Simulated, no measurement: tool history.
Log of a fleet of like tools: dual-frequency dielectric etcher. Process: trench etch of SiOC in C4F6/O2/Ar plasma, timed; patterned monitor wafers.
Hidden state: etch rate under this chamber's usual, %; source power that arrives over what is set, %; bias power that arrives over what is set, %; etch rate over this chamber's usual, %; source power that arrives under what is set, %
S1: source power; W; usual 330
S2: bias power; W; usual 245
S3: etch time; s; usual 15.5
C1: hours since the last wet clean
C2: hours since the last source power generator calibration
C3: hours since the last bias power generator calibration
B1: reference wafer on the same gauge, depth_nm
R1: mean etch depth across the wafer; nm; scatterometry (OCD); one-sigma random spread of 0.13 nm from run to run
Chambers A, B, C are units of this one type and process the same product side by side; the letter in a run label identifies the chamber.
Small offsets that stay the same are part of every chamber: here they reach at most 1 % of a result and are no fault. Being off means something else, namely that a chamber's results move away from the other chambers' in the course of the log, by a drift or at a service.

run   hour   S1   S2    S3     C1      C2      C3      B1      R1
 1A      8  330  245  15.5  463.5   154.7  1971.6  31.122  32.965
 2B     16  330  245  15.5  560.7  1992.1  1398.2  31.093  32.916
 3C   24.3  330  245  15.5  153.1  1987.3  3013.4  31.073  33.295
 4B   31.6  330  245  15.5  576.3  2007.7  1413.8  31.094  33.051
 5C   41.1  330  245  15.5  169.9  2004.1  3030.2  31.087  33.124
 6A     50  330  245  15.5  505.5   196.7  2013.6  31.106  32.816
 7C     57  330  245  15.5  185.8    2020  3046.1  31.125  33.274
 8A   65.9  330  245  15.5  521.4   212.6  2029.5  31.107  32.878
 9B   73.2  330  245  15.5  617.9  2049.3  1455.4  31.111   32.95
10C   83.5  330  245  15.5  212.3  2046.5  3072.6  31.117  33.367
      87.9  -- chamber A: wet clean of the chamber
11B   93.2  330  245  15.5  637.9  2069.3  1475.4  31.101  33.077
      95.2  -- chamber B: wet clean of the chamber
12A  103.1  330  245  15.5   15.2   249.8  2066.7  31.133  33.179
13A  109.1  330  245  15.5   21.2   255.8  2072.7  31.096  33.038
14B  117.9  330  245  15.5   22.8    2094  1500.1   31.09  33.008
15C  125.1  330  272  15.5  253.9  2088.1  3114.2  31.073  34.727
16A    131  330  272  15.5   43.1   277.7  2094.6  31.116  34.145
17B  139.3  330  272  15.5   44.2  2115.4  1521.5  31.103  34.354
18C  150.2  330  245  18.5    279  2113.2  3139.3  31.115   39.89
19A  156.7  330  245  18.5   68.8   303.4  2120.3  31.067  39.302
20C  163.9  330  245  18.5  292.7  2126.9    3153  31.109  40.067
21B  171.5  330  245  15.5   76.4  2147.6  1553.7    31.1  33.256
22A  177.5  330  245  15.5   89.6   324.2  2141.1  31.088  32.753
23B  184.7  330  245  15.5   89.6  2160.8  1566.9  31.113  33.001
24C  192.3  330  245  15.5  321.1  2155.3  3181.4  31.104  33.404
25A  202.8  330  245  15.5  114.9   349.5  2166.4  31.095  33.043
26B  210.5  330  245  15.5  115.4  2186.6  1592.7   31.09  33.299
27C  220.9  330  245  15.5  349.7  2183.9    3210  31.111  33.175
28A  227.4  330  245  15.5  139.5   374.1    2191  31.085  32.952
29B  235.9  330  245  15.5  140.8    2212  1618.1  31.102   32.88
30C  241.3  330  245  15.5  370.1  2204.3  3230.4  31.118  33.307
31B  246.7  330  245  15.5  151.6  2222.8  1628.9  31.117  32.889
32C  256.3  330  245  15.5  385.1  2219.3  3245.4  31.073  33.175
33A    265  380  245  19.5  177.1   411.7  2228.6  31.089  43.494
     268.5  -- chamber C: source power generator calibrated
     273.4  -- chamber C: wet clean of the chamber
34A  275.2  380  245  19.5  187.3   421.9  2238.8  31.117  44.092
35C  286.4  380  245  19.5   13.1      18  3275.5  31.117  43.852
36B  295.6  330  245  15.5  200.5  2271.7  1677.8  31.122  33.099
37C  303.6  330  245  15.5   30.3    35.2  3292.7   31.09  33.543

One chamber off, gauge drift, or nothing amiss beyond the chambers' own small offsets? If it is a chamber, which one, and what is the likeliest cause?

No chamber is off and the gauge is stable; the differences are just each chamber's small, constant offset.

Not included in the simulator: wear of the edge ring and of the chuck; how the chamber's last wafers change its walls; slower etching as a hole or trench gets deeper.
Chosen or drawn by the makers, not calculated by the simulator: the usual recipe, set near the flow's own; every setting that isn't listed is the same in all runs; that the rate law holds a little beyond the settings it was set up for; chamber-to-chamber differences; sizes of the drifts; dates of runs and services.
